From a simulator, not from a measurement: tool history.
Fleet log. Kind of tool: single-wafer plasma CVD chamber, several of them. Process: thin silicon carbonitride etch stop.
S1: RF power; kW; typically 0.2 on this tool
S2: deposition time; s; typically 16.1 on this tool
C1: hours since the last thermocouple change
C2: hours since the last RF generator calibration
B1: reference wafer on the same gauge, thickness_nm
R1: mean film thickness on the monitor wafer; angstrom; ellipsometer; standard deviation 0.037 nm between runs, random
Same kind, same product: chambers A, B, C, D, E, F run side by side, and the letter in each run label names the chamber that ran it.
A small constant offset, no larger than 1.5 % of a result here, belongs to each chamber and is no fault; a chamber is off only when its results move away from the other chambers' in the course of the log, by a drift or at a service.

run   hour     S1    S2      C1      C2      B1      R1
 1D    5.9    0.2  16.1  1872.3  1756.9  7.4372   91.38
 2C   13.7    0.2  16.1   613.6   284.8  7.4427  92.793
 3B   20.3    0.2  16.1   310.7   455.1  7.4451  92.854
 4A   32.2    0.2  16.1  1001.1  1557.4  7.4349  90.834
 5E   42.2    0.2    13   131.5     136  7.4375  74.523
 6F   54.5    0.2    13   917.6   299.1  7.4387   74.43
 7C   64.4    0.2    13   664.3   335.5  7.4431  74.803
 8B   73.7    0.2    13   364.1   508.5  7.4336  74.735
 9D   82.1    0.2    13  1948.5  1833.1  7.4389  74.153
10A   94.4    0.2    13  1063.3  1619.6   7.437  73.092
11F  104.6    0.2  16.1   967.7   349.2  7.4469  91.884
12E  116.7    0.2  16.1     206   210.5  7.4435  91.959
13C  124.8    0.2  16.1   724.7   395.9  7.4376  92.876
     130.7  -- chamber A: thermocouple changed; heater temperature recalibrated
14E  137.2    0.2  16.1   226.5     231  7.4359  91.655
15B  149.3    0.2  16.1   439.7   584.1  7.4399  92.655
16A    159  0.175  13.3    28.4  1684.2  7.4338  71.945
17F  165.3  0.175  13.3  1028.4   409.9  7.4389   72.85
     169.6  -- chamber A: RF generator calibrated
18D  177.1  0.175  13.3  2043.5  1928.1  7.4339  72.874
19F  188.7  0.175  13.3  1051.8   433.3  7.4397   72.89
20C  195.6  0.175  13.3   795.5   466.7  7.4384  74.467
21A  201.6  0.175  13.3      71      32  7.4314  72.306
22E    210    0.2  16.1   299.3   303.8  7.4395   91.82
23D  221.1    0.2  16.1  2087.5  1972.1  7.4437  91.603
24B  228.3    0.2  16.1   518.7   663.1  7.4444  93.508
25D  236.8    0.2  16.1  2103.2  1987.8  7.4397  91.407
26A  245.3    0.2  16.1   114.7    75.7  7.4409   91.77
27B  256.7    0.2  16.1   547.1   691.5  7.4381  92.769
28F  263.5    0.2  16.1  1126.6   508.1  7.4413  91.541
29C  273.2    0.2  16.1   873.1   544.3  7.4305  92.441
30E  280.3    0.2  14.4   369.6   374.1  7.4407  81.983
31A  288.9    0.2  14.4   158.3   119.3  7.4394  81.577
32C  300.1    0.2  14.4     900   571.2  7.4375  82.856
33D  309.1    0.2  14.4  2175.5  2060.1   7.436  81.369
34B  320.6    0.2  14.4     611   755.4  7.4398  83.087
35F  333.1    0.2  14.4  1196.2   577.7  7.4376  81.392
36E    341  0.215  13.6   430.3   434.8  7.4383  79.797
37F  352.8  0.215  13.6  1215.9   597.4  7.4385  78.903
38E  360.7  0.215  13.6     450   454.5  7.4387  79.735
39D  369.1  0.215  13.6  2235.5  2120.1  7.4341   78.73

For the next run the whole fleet of 6 chambers uses the same settings. Give each chamber's results:
40A  378.2  0.2  16.1               ?
40B  378.2  0.2  16.1               ?
40C  378.2  0.2  16.1               ?
40D  378.2  0.2  16.1               ?
40E  378.2  0.2  16.1               ?
40F  378.2  0.2  16.1               ?

run      R1
40A  91.127
40B    92.4
40C  92.365
40D   91.71
40E  91.733
40F  91.715
